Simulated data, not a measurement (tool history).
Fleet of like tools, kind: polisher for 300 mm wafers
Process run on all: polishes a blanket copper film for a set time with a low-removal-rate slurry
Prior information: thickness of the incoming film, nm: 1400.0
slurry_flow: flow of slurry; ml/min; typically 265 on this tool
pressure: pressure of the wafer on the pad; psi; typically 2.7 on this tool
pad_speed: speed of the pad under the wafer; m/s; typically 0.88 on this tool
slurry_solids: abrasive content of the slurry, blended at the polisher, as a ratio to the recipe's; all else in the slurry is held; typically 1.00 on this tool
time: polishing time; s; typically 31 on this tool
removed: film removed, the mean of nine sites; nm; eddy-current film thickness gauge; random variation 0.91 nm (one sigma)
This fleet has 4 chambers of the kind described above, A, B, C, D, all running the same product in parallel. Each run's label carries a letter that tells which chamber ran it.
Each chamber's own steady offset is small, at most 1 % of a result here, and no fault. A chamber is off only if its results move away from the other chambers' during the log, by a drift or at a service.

| run | hour | slurry_flow | pressure | pad_speed | slurry_solids | time | removed |
|---|---|---|---|---|---|---|---|
|  | 0.9 | chamber A: worn pad replaced by a new one |
| 1D | 4.4 | 265 | 2.7 | 0.88 | 1.00 | 31 | 86.827 |
| 2A | 7.5 | 265 | 2.7 | 0.88 | 1.00 | 31 | 87.448 |
| 3C | 9.5 | 265 | 2.7 | 0.88 | 1.00 | 31 | 88.950 |
| 4B | 12.3 | 265 | 2.7 | 0.88 | 1.00 | 31 | 86.829 |
| 5D | 14.7 | 265 | 3.2 | 0.88 | 0.85 | 31 | 101.000 |
|  | 16.6 | chamber D: worn pad replaced by a new one |
| 6A | 19.0 | 265 | 3.2 | 0.88 | 0.85 | 31 | 100.030 |
| 7C | 22.5 | 265 | 3.2 | 0.88 | 0.85 | 31 | 101.680 |
| 8B | 25.2 | 265 | 3.2 | 0.88 | 0.85 | 31 | 100.040 |
| 9A | 28.6 | 265 | 2.7 | 0.88 | 1.00 | 31 | 88.084 |
| 10C | 30.9 | 265 | 2.7 | 0.88 | 1.00 | 31 | 90.447 |
|  | 32.6 | chamber C: slurry blender recalibrated |
| 11B | 34.2 | 265 | 2.7 | 0.88 | 1.00 | 31 | 88.283 |
|  | 35.3 | chamber D: slurry blender recalibrated |
| 12D | 38.8 | 265 | 2.7 | 0.88 | 1.00 | 31 | 90.487 |
| 13A | 41.6 | 265 | 2.7 | 0.88 | 1.00 | 31 | 87.645 |
| 14D | 44.6 | 265 | 2.7 | 0.88 | 1.00 | 31 | 88.773 |
| 15B | 49.0 | 265 | 2.7 | 0.88 | 1.00 | 31 | 87.439 |
|  | 51.8 | chamber C: worn pad replaced by a new one |
| 16C | 52.2 | 265 | 2.7 | 0.88 | 1.00 | 31 | 89.025 |
| 17A | 54.5 | 265 | 2.7 | 0.88 | 1.00 | 31 | 88.874 |
|  | 55.9 | chamber B: worn pad replaced by a new one |
| 18B | 58.4 | 265 | 2.7 | 0.88 | 1.00 | 31 | 88.326 |
| 19D | 60.9 | 265 | 2.7 | 0.88 | 1.00 | 31 | 89.404 |
| 20C | 64.6 | 265 | 2.7 | 0.88 | 1.00 | 31 | 88.621 |
| 21A | 68.7 | 265 | 2.7 | 0.88 | 1.00 | 31 | 87.697 |
| 22D | 72.8 | 265 | 2.7 | 0.88 | 1.00 | 31 | 88.232 |
| 23B | 75.8 | 265 | 2.7 | 0.88 | 0.80 | 31 | 85.066 |
| 24C | 78.5 | 265 | 2.7 | 0.88 | 0.80 | 31 | 85.179 |
| 25C | 82.2 | 265 | 2.7 | 0.88 | 0.80 | 31 | 86.612 |
| 26D | 86.0 | 265 | 2.7 | 0.88 | 0.80 | 31 | 85.376 |
| 27B | 89.5 | 265 | 2.7 | 0.88 | 1.00 | 31 | 89.201 |
|  | 92.8 | chamber A: worn pad replaced by a new one |
| 28A | 93.3 | 265 | 2.7 | 0.88 | 1.00 | 31 | 88.207 |
|  | 94.0 | chamber B: head pressure recalibrated |
| 29A | 96.0 | 265 | 2.7 | 0.88 | 1.00 | 31 | 86.824 |
| 30D | 99.4 | 265 | 2.7 | 0.88 | 1.00 | 31 | 88.426 |
| 31B | 102.4 | 265 | 2.7 | 0.88 | 1.00 | 31 | 87.476 |
| 32C | 105.3 | 265 | 2.7 | 0.88 | 1.00 | 31 | 88.609 |
| 33C | 109.9 | 265 | 2.7 | 0.88 | 1.00 | 31 | 89.380 |
| 34D | 112.3 | 265 | 2.7 | 0.88 | 1.00 | 31 | 87.372 |
| 35B | 116.4 | 265 | 2.7 | 0.88 | 1.00 | 31 | 89.316 |
| 36A | 119.0 | 265 | 2.7 | 0.74 | 1.00 | 31 | 73.445 |

Next, every chamber runs the same settings. What will each give?
| 37A | 122.3 | 265 | 2.7 | 0.88 | 1.00 | 31 | ? |
| 37B | 122.3 | 265 | 2.7 | 0.88 | 1.00 | 31 | ? |
| 37C | 122.3 | 265 | 2.7 | 0.88 | 1.00 | 31 | ? |
| 37D | 122.3 | 265 | 2.7 | 0.88 | 1.00 | 31 | ? |

| run | removed |
|---|---|
| 37A | 86.839 |
| 37B | 88.570 |
| 37C | 88.908 |
| 37D | 87.747 |
